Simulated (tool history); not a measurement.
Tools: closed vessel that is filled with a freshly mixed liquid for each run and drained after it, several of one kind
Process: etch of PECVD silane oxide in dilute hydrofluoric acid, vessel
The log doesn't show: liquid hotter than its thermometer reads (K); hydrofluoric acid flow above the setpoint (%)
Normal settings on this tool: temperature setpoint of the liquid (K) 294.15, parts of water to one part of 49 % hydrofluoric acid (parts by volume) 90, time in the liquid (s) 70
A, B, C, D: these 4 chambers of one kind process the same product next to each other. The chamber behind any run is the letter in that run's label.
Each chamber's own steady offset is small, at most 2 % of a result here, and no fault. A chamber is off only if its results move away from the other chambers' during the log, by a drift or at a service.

| run | hour | temperature setpoint of the liquid (K) | parts of water to one part of 49 % hydrofluoric acid (parts by volume) | time in the liquid (s) | hours since the thermometer was replaced | hours since the hydrofluoric acid flow meter was replaced | read-back film thickness of the PECVD silane oxide reference wafer, read on the same gauge (nm) | thickness taken off the PECVD silane oxide on a monitor wafer (angstrom) |
|---|---|---|---|---|---|---|---|---|
| 1B | 10.4 | 294.15 | 90 | 70 | 460.3 | 1433.3 | 140.02 | 308.10 |
| 2C | 24.1 | 294.15 | 90 | 70 | 822.9 | 317.9 | 139.98 | 309.81 |
| 3A | 36.0 | 294.15 | 90 | 70 | 57.8 | 547.9 | 140.00 | 307.86 |
| 4D | 44.8 | 294.15 | 90 | 70 | 192.2 | 164.7 | 140.00 | 313.86 |
| 5B | 57.9 | 294.15 | 90 | 70 | 507.8 | 1480.8 | 139.97 | 308.56 |
| 6A | 64.8 | 294.15 | 90 | 70 | 86.6 | 576.7 | 140.00 | 310.48 |
| 7D | 74.5 | 294.15 | 90 | 35 | 221.9 | 194.4 | 140.00 | 157.83 |
| 8C | 84.2 | 294.15 | 90 | 35 | 883.0 | 378.0 | 139.99 | 154.42 |
| 9B | 96.6 | 294.15 | 90 | 35 | 546.5 | 1519.5 | 140.01 | 154.92 |
| 10A | 103.4 | 294.15 | 90 | 35 | 125.2 | 615.3 | 139.99 | 154.87 |
| 11C | 115.8 | 297.15 | 90 | 40 | 914.6 | 409.6 | 140.02 | 201.64 |
| 12D | 122.5 | 297.15 | 90 | 40 | 269.9 | 242.4 | 140.01 | 203.34 |
| 13D | 136.5 | 297.15 | 90 | 40 | 283.9 | 256.4 | 140.01 | 202.69 |
| 14B | 149.6 | 297.15 | 90 | 40 | 599.5 | 1572.5 | 140.01 | 200.01 |
| 15A | 157.0 | 294.15 | 90 | 35 | 178.8 | 668.9 | 140.00 | 155.59 |
| 16C | 163.9 | 294.15 | 90 | 35 | 962.7 | 457.7 | 140.01 | 154.29 |
| 17A | 171.2 | 294.15 | 90 | 35 | 193.0 | 683.1 | 140.00 | 156.07 |
| 18D | 184.1 | 294.15 | 90 | 35 | 331.5 | 304.0 | 140.00 | 158.71 |
| 19B | 190.3 | 299.15 | 90 | 70 | 640.2 | 1613.2 | 140.00 | 382.91 |
| 20C | 199.4 | 299.15 | 90 | 70 | 998.2 | 493.2 | 140.00 | 381.42 |
| 21D | 208.3 | 299.15 | 90 | 70 | 355.7 | 328.2 | 140.02 | 388.56 |
| 22C | 219.0 | 299.15 | 90 | 70 | 1017.8 | 512.8 | 139.99 | 378.03 |
| 23B | 228.1 | 294.15 | 90 | 70 | 678.0 | 1651.0 | 140.00 | 314.17 |
| 24A | 239.7 | 294.15 | 90 | 70 | 261.5 | 751.6 | 139.99 | 310.84 |
| 25D | 251.9 | 291.65 | 90 | 50 | 399.3 | 371.8 | 140.01 | 203.96 |
| 26B | 263.3 | 291.65 | 90 | 50 | 713.2 | 1686.2 | 139.99 | 198.75 |
| 27C | 274.4 | 291.65 | 90 | 50 | 1073.2 | 568.2 | 140.01 | 199.53 |
| 28A | 286.2 | 291.65 | 90 | 50 | 308.0 | 798.1 | 140.02 | 198.95 |
| 29A | 300.5 | 294.15 | 90 | 70 | 322.3 | 812.4 | 139.99 | 310.67 |
| 30C | 311.2 | 294.15 | 90 | 70 | 1110.0 | 605.0 | 140.01 | 309.98 |
| 31B | 319.1 | 294.15 | 90 | 70 | 769.0 | 1742.0 | 140.01 | 309.70 |
| 32D | 327.7 | 294.15 | 90 | 70 | 475.1 | 447.6 | 140.02 | 317.55 |
|  | 336.9 | chamber A: hydrofluoric acid flow meter replaced |
| 33B | 339.6 | 294.15 | 90 | 35 | 789.5 | 1762.5 | 139.99 | 154.41 |
| 34A | 346.8 | 294.15 | 90 | 35 | 368.6 | 9.9 | 140.00 | 152.96 |
| 35C | 355.7 | 294.15 | 90 | 35 | 1154.5 | 649.5 | 140.00 | 154.97 |
| 36D | 362.5 | 294.15 | 90 | 35 | 509.9 | 482.4 | 140.00 | 158.25 |
| 37A | 375.5 | 294.15 | 125 | 40 | 397.3 | 38.6 | 140.00 | 123.49 |
| 38B | 383.1 | 294.15 | 125 | 40 | 833.0 | 1806.0 | 139.98 | 122.80 |
| 39D | 396.3 | 294.15 | 125 | 40 | 543.7 | 516.2 | 139.98 | 126.86 |

Next, all 4 chambers run the settings below, one line each with question marks for the results. What does each chamber give?
| 40A | 406.5 | 294.15 | 90 | 90 |  |  |  | ? |
| 40B | 406.5 | 294.15 | 90 | 90 |  |  |  | ? |
| 40C | 406.5 | 294.15 | 90 | 90 |  |  |  | ? |
| 40D | 406.5 | 294.15 | 90 | 90 |  |  |  | ? |

| run | thickness taken off the PECVD silane oxide on a monitor wafer (angstrom) |
|---|---|
| 40A | 399.44 |
| 40B | 400.96 |
| 40C | 396.05 |
| 40D | 404.99 |
